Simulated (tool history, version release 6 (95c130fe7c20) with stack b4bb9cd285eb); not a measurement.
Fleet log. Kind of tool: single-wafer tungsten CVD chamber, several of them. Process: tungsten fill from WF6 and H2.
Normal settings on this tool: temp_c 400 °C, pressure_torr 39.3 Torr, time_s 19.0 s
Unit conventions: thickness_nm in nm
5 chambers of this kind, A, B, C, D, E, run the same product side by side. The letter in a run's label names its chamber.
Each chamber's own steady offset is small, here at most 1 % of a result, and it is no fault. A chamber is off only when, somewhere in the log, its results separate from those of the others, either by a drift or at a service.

| run | day | temp_c | pressure_torr | time_s | read-back reference wafer on the same gauge, thickness_nm | thickness_nm |
|---|---|---|---|---|---|---|
| 1E | 0.154 | 400 | 39.3 | 19.0 | 51.369 | 62.076 |
| 2A | 0.404 | 400 | 39.3 | 19.0 | 51.395 | 62.878 |
| 3B | 0.588 | 400 | 39.3 | 19.0 | 51.402 | 62.116 |
| 4C | 0.871 | 400 | 39.3 | 19.0 | 51.373 | 62.576 |
| 5D | 1.125 | 400 | 39.3 | 19.0 | 51.360 | 62.682 |
| 6B | 1.283 | 400 | 39.3 | 19.0 | 51.392 | 61.649 |
| 7E | 1.558 | 389 | 39.3 | 19.0 | 51.407 | 50.554 |
| 8C | 1.729 | 389 | 39.3 | 19.0 | 51.367 | 51.236 |
| 9A | 2.000 | 389 | 39.3 | 19.0 | 51.401 | 50.933 |
| 10D | 2.142 | 389 | 39.3 | 19.0 | 51.398 | 51.081 |
| 11E | 2.296 | 389 | 39.3 | 19.0 | 51.395 | 50.623 |
|  | 2.538 | chamber D: thermocouple changed; heater temperature recalibrated |
| 12D | 2.567 | 400 | 39.3 | 19.0 | 51.374 | 62.701 |
| 13B | 2.821 | 400 | 39.3 | 19.0 | 51.383 | 62.333 |
| 14C | 3.100 | 400 | 39.3 | 19.0 | 51.394 | 62.601 |
|  | 3.108 | chamber E: thermocouple changed; heater temperature recalibrated |
| 15A | 3.300 | 400 | 39.3 | 19.0 | 51.405 | 62.638 |
| 16D | 3.496 | 400 | 39.3 | 19.0 | 51.370 | 62.948 |
| 17B | 3.675 | 400 | 39.3 | 19.0 | 51.416 | 62.283 |
| 18E | 3.888 | 400 | 39.3 | 19.0 | 51.440 | 60.287 |
| 19C | 4.125 | 400 | 39.3 | 19.0 | 51.394 | 62.708 |
| 20A | 4.392 | 400 | 39.3 | 19.0 | 51.416 | 62.561 |
| 21C | 4.612 | 400 | 39.3 | 19.0 | 51.361 | 62.530 |
| 22E | 4.867 | 400 | 33.3 | 19.0 | 51.373 | 55.912 |
| 23D | 5.146 | 400 | 33.3 | 19.0 | 51.417 | 57.995 |
| 24B | 5.329 | 400 | 33.3 | 19.0 | 51.420 | 57.154 |
| 25A | 5.571 | 400 | 33.3 | 19.0 | 51.399 | 57.918 |
| 26D | 5.729 | 400 | 33.3 | 19.0 | 51.393 | 57.968 |
| 27A | 5.996 | 400 | 39.3 | 19.0 | 51.421 | 62.663 |
| 28E | 6.254 | 400 | 39.3 | 19.0 | 51.372 | 60.265 |
| 29C | 6.492 | 400 | 39.3 | 19.0 | 51.417 | 62.590 |
| 30B | 6.758 | 392 | 39.3 | 19.0 | 51.384 | 53.232 |
| 31E | 6.883 | 392 | 39.3 | 19.0 | 51.417 | 52.036 |
| 32B | 7.158 | 392 | 39.3 | 19.0 | 51.426 | 52.957 |
| 33A | 7.358 | 392 | 39.3 | 19.0 | 51.378 | 54.224 |
| 34C | 7.554 | 392 | 39.3 | 19.0 | 51.396 | 54.189 |
| 35D | 7.750 | 400 | 39.3 | 19.0 | 51.407 | 62.536 |
| 36C | 7.879 | 400 | 39.3 | 19.0 | 51.400 | 62.730 |
| 37E | 8.033 | 400 | 39.3 | 19.0 | 51.364 | 60.445 |
| 38D | 8.171 | 400 | 39.3 | 19.0 | 51.397 | 62.497 |

All 5 chambers run these settings next. Forecast each chamber's results:
| 39A | 8.379 | 400 | 39.3 | 20.3 |  | ? |
| 39B | 8.379 | 400 | 39.3 | 20.3 |  | ? |
| 39C | 8.379 | 400 | 39.3 | 20.3 |  | ? |
| 39D | 8.379 | 400 | 39.3 | 20.3 |  | ? |
| 39E | 8.379 | 400 | 39.3 | 20.3 |  | ? |

| run | thickness_nm |
|---|---|
| 39A | 67.386 |
| 39B | 66.389 |
| 39C | 67.158 |
| 39D | 66.834 |
| 39E | 64.479 |
